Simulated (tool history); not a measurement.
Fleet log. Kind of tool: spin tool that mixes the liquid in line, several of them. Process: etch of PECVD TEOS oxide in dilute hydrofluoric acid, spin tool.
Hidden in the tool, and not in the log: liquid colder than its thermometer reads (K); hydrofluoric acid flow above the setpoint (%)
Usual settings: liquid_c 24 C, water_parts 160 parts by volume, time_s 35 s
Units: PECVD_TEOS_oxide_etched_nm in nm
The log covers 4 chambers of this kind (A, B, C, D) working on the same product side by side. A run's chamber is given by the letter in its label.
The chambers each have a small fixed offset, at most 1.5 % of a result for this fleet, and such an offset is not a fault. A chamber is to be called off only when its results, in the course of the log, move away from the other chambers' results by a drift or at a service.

run   hour  liquid_c  water_parts  time_s  hours since the thermometer was replaced  hours since the hydrofluoric acid flow meter was replaced  read-back film thickness of the PECVD TEOS oxide reference wafer, read on the same gauge (nm)  PECVD_TEOS_oxide_etched_nm
 1C     12        24          160      35                                    1629.6                                                     1031.6                                                                                         29.991                      4.1613
 2D   18.4        24          160      35                                     827.9                                                      894.2                                                                                         29.996                      4.2295
 3A   30.2        24          160      35                                    1501.3                                                      706.4                                                                                         29.971                      4.1179
 4B   38.9        24          160      35                                     971.1                                                        226                                                                                         30.006                      4.2042
 5B   50.2        24          160      35                                     982.4                                                      237.3                                                                                         30.004                      4.1813
 6D   61.8        24          160      35                                     871.3                                                      937.6                                                                                         30.015                      4.1616
 7C   73.1        24          160      35                                    1690.7                                                     1092.7                                                                                         29.986                      4.1776
 8A     84        24          110      45                                    1555.1                                                      760.2                                                                                         30.012                      8.3384
 9D   95.9        24          110      45                                     905.4                                                      971.7                                                                                         29.969                      8.2382
10A  105.8        24          110      45                                    1576.9                                                        782                                                                                         29.978                      8.3466
11B    115        24          110      45                                    1047.2                                                      302.1                                                                                         30.038                      8.3405
12C  124.5        24          160      35                                    1742.1                                                     1144.1                                                                                         29.965                      4.2756
13B  133.1        24          160      35                                    1065.3                                                      320.2                                                                                         29.969                      4.2167
14A  144.2        24          160      35                                    1615.3                                                      820.4                                                                                         30.017                      4.1188
15C  150.7        24          160      35                                    1768.3                                                     1170.3                                                                                          30.04                      4.2805
16D  162.7        24          160      35                                     972.2                                                     1038.5                                                                                         29.973                      4.1844
17B  172.6        24          160      35                                    1104.8                                                      359.7                                                                                         30.005                      4.1333
18C  179.6        24          160      35                                    1797.2                                                     1199.2                                                                                         29.996                      4.3578
     187.1  -- chamber A: thermometer replaced
19D    192        24          160      35                                    1001.5                                                     1067.8                                                                                         29.983                      4.1596
20A  204.3        24          160      35                                      17.3                                                      880.5                                                                                         29.992                       4.166
21A  217.2        24          160      35                                      30.2                                                      893.4                                                                                         29.975                      4.1741
22D    228        24          160      35                                    1037.5                                                     1103.8                                                                                         30.022                      4.1991
23C  236.4        24          160      35                                      1854                                                       1256                                                                                         29.985                      4.3427
24B  244.3        24          160      35                                    1176.5                                                      431.4                                                                                         30.005                      4.1723
25C  253.2        24          160      35                                    1870.8                                                     1272.8                                                                                         29.989                      4.4307
26B  261.1        24          205      45                                    1193.3                                                      448.2                                                                                         29.981                      3.9784
27D    273        24          205      45                                    1082.5                                                     1148.8                                                                                         30.055                      4.0383
28A  284.6        24          205      45                                      97.6                                                      960.8                                                                                         29.992                      3.9952
29A  295.9        24          205      45                                     108.9                                                      972.1                                                                                         30.023                      3.9904

All chambers now run identical settings, listed one chamber a line with results as question marks. What results will each chamber show?
30A  305.6        24          160      25                                                                                                                                                                                                                               ?
30B  305.6        24          160      25                                                                                                                                                                                                                               ?
30C  305.6        24          160      25                                                                                                                                                                                                                               ?
30D  305.6        24          160      25                                                                                                                                                                                                                               ?

run  PECVD_TEOS_oxide_etched_nm
30A                      2.9657
30B                      3.0251
30C                      3.2131
30D                      2.9792

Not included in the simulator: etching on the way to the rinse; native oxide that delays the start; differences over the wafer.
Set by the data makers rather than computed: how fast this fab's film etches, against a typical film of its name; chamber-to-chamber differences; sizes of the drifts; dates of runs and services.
